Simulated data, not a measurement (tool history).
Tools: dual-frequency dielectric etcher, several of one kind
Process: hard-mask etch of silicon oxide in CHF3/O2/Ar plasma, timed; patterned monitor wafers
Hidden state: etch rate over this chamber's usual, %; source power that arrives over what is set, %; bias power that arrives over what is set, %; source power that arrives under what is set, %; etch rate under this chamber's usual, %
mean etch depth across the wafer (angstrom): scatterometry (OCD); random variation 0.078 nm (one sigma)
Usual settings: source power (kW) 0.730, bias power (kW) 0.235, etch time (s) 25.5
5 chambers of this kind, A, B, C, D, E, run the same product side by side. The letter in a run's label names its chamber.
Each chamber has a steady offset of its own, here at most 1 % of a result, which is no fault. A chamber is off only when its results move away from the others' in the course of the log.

run,hour,source power (kW),bias power (kW),etch time (s),hours since the last wet clean,hours since the last source power generator calibration,hours since the last bias power generator calibration,"read-back reference wafer on the same gauge, depth_nm",mean etch depth across the wafer (angstrom)
1C,4.4,0.730,0.235,25.5,311.0,407.9,1045.1,52.587,600.27
# hour 10.3: chamber E: wet clean of the chamber
2A,12.5,0.730,0.235,25.5,478.2,2570.7,2113.6,52.623,598.52
3E,17.4,0.730,0.235,25.5,7.2,696.3,1396.2,52.629,595.11
4D,22.0,0.730,0.235,25.5,69.0,2020.1,3123.9,52.633,591.58
5B,29.7,0.730,0.235,25.5,209.2,1502.0,1102.7,52.636,595.91
6B,33.5,0.730,0.235,25.5,213.0,1505.8,1106.5,52.643,595.12
7C,39.0,0.730,0.235,25.5,345.6,442.5,1079.7,52.637,600.15
8A,43.0,0.730,0.235,25.5,508.7,2601.2,2144.1,52.663,598.08
9E,49.0,0.730,0.235,25.5,38.8,727.9,1427.8,52.669,594.94
10D,56.3,0.730,0.235,25.5,103.3,2054.4,3158.2,52.675,593.24
11A,63.8,0.730,0.235,25.5,529.5,2622.0,2164.9,52.669,599.42
12D,70.9,0.730,0.235,25.5,117.9,2069.0,3172.8,52.702,594.94
13C,78.5,0.730,0.235,25.5,385.1,482.0,1119.2,52.692,600.22
14E,86.0,0.730,0.235,25.5,75.8,764.9,1464.8,52.715,594.00
15B,93.6,0.730,0.235,25.5,273.1,1565.9,1166.6,52.723,595.11
16C,100.1,0.730,0.235,25.5,406.7,503.6,1140.8,52.727,600.42
17D,104.6,0.730,0.235,25.5,151.6,2102.7,3206.5,52.762,592.23
18B,110.8,0.730,0.235,25.5,290.3,1583.1,1183.8,52.748,595.29
19A,117.2,0.730,0.235,25.5,582.9,2675.4,2218.3,52.763,599.39
20E,125.3,0.730,0.235,25.5,115.1,804.2,1504.1,52.755,597.15
# hour 126.2: chamber A: wet clean of the chamber
21B,132.9,0.730,0.235,25.5,312.4,1605.2,1205.9,52.778,594.79
22C,137.3,0.730,0.235,25.5,443.9,540.8,1178.0,52.792,600.43
23A,141.5,0.730,0.235,25.5,15.3,2699.7,2242.6,52.778,598.58
24D,147.6,0.730,0.235,25.5,194.6,2145.7,3249.5,52.797,595.50
25E,154.0,0.730,0.235,25.5,143.8,832.9,1532.8,52.795,597.93
26D,161.2,0.730,0.235,25.5,208.2,2159.3,3263.1,52.800,593.37
# hour 162.7: chamber C: wet clean of the chamber
27E,166.1,0.730,0.235,25.5,155.9,845.0,1544.9,52.846,596.25
28A,170.2,0.730,0.235,25.5,44.0,2728.4,2271.3,52.823,600.12
29C,178.2,0.730,0.235,25.5,15.5,581.7,1218.9,52.833,601.72
30B,182.7,0.730,0.235,25.5,362.2,1655.0,1255.7,52.840,597.46
# hour 186.6: chamber B: wet clean of the chamber
31C,189.2,0.730,0.235,28.5,26.5,592.7,1229.9,52.848,673.24
32A,195.7,0.730,0.235,28.5,69.5,2753.9,2296.8,52.857,673.77
33E,203.4,0.730,0.235,28.5,193.2,882.3,1582.2,52.851,667.15
34B,208.9,0.730,0.235,28.5,22.3,1681.2,1281.9,52.883,667.45

Is one chamber off against the others, does the gauge drift, or is nothing wrong? If a chamber is off, say which, and what the likeliest cause is.

The gauge drifts, so all chambers seem to drift together. No chamber is off.
Cause: gauge reads high (%) = 0.538.
